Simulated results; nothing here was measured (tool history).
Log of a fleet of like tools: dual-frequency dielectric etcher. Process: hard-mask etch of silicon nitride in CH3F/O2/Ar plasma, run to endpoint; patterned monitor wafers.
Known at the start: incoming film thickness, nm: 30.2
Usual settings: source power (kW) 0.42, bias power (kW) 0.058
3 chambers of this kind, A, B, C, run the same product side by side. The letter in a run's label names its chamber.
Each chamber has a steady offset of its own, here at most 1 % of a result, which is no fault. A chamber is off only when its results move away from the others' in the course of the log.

run	hour	source power (kW)	bias power (kW)	endpoint time (s)
1B	7.9	0.42	0.058	46.102
2A	16.7	0.42	0.058	46.054
3C	21.6	0.42	0.058	45.919
4B	28.8	0.42	0.058	46.13
5C	33.8	0.42	0.058	46.27
6A	43.3	0.42	0.058	45.842
7B	51.4	0.42	0.058	46.443
8A	58.8	0.42	0.058	46.326
# hour 60.2: chamber B: wet clean of the chamber
9C	64.2	0.42	0.058	46.043
10A	72.5	0.42	0.058	45.869
11B	80.6	0.42	0.058	46.282
12C	88	0.42	0.058	45.73
13A	93.3	0.42	0.058	46.258
14B	98.5	0.42	0.058	46.659
15C	107.6	0.42	0.058	46.216
16C	113.5	0.42	0.045	50.37
17A	119.3	0.42	0.045	50.841
18B	124.5	0.42	0.045	49.988
19A	129.3	0.42	0.058	46.73
20C	136.3	0.35	0.052	50.572
21B	143.8	0.35	0.052	51.45
22B	152.2	0.35	0.052	51.38
23C	158.5	0.42	0.058	45.793
24A	165.3	0.42	0.058	45.628
25A	172.3	0.42	0.058	46.121
26B	179.9	0.42	0.058	46.062
27C	186.2	0.42	0.058	46.176
28C	190.8	0.38	0.063	46.741
29A	200.3	0.38	0.063	46.876
30B	205.4	0.38	0.063	47.243

What goes on in this fleet: one chamber off, a drifting gauge, or nothing beyond the chambers' own small offsets? Name the chamber and the cause, if any.

No chamber stands off beyond its own small offset, and the gauge holds steady.

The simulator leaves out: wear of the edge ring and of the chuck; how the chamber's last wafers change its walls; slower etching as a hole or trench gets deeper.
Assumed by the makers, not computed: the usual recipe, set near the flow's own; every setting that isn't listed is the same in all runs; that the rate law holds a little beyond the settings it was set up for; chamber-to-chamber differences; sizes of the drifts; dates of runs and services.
